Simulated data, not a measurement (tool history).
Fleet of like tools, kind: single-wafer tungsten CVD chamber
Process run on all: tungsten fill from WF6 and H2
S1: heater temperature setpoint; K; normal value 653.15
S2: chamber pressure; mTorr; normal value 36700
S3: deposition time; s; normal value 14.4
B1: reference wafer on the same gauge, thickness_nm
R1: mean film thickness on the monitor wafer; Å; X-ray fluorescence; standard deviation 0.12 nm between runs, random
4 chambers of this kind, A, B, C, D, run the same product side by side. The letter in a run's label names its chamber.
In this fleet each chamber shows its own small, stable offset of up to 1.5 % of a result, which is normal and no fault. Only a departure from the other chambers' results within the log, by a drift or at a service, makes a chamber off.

run	hour	S1	S2	S3	B1	R1
1D	14	653.15	36700	14.4	32.115	309.67
2C	21.2	653.15	36700	14.4	32.112	314.26
3B	33.3	653.15	36700	14.4	32.108	315.52
4A	43	653.15	36700	14.4	32.072	310.51
5A	54.5	653.15	33700	13.3	32.108	273.17
6D	63.5	653.15	33700	13.3	32.08	272.23
7B	77	653.15	33700	13.3	32.091	278.63
8C	85.6	653.15	33700	13.3	32.093	280.57
# hour 87.8: chamber A: thermocouple changed; heater temperature recalibrated
9A	99.2	653.15	36700	14.4	32.096	308.35
10B	114	653.15	36700	14.4	32.109	315.33
11C	127	653.15	36700	14.4	32.08	313.03
12D	135.3	653.15	36700	14.4	32.063	307.93
13A	149.8	661.15	36700	14.4	32.099	363.43
14D	159.7	661.15	36700	14.4	32.096	361.42
15C	169.1	661.15	36700	14.4	32.094	370.26
16B	181.2	661.15	36700	14.4	32.124	369.32
17B	193.7	653.15	36700	14.4	32.094	314.61
18C	207.8	653.15	28700	15.9	32.079	308.46
19D	221.1	653.15	28700	15.9	32.078	304.83
20A	228.9	653.15	28700	15.9	32.106	302.31
21C	241.4	653.15	28700	15.9	32.122	308.74
22D	255.5	653.15	36700	14.4	32.081	307.74
23A	269.9	653.15	36700	14.4	32.103	309.09
24B	278.3	653.15	36700	14.4	32.116	313.28
25C	288.7	653.15	36700	14.4	32.098	313.19
26B	301.2	653.15	36700	14.4	32.071	316.45

Next, all 4 chambers run the settings below, one line each with question marks for the results. What does each chamber give?
27A	312	653.15	36700	14.4		?
27B	312	653.15	36700	14.4		?
27C	312	653.15	36700	14.4		?
27D	312	653.15	36700	14.4		?

run	R1
27A	309.68
27B	314.24
27C	314.81
27D	309.27
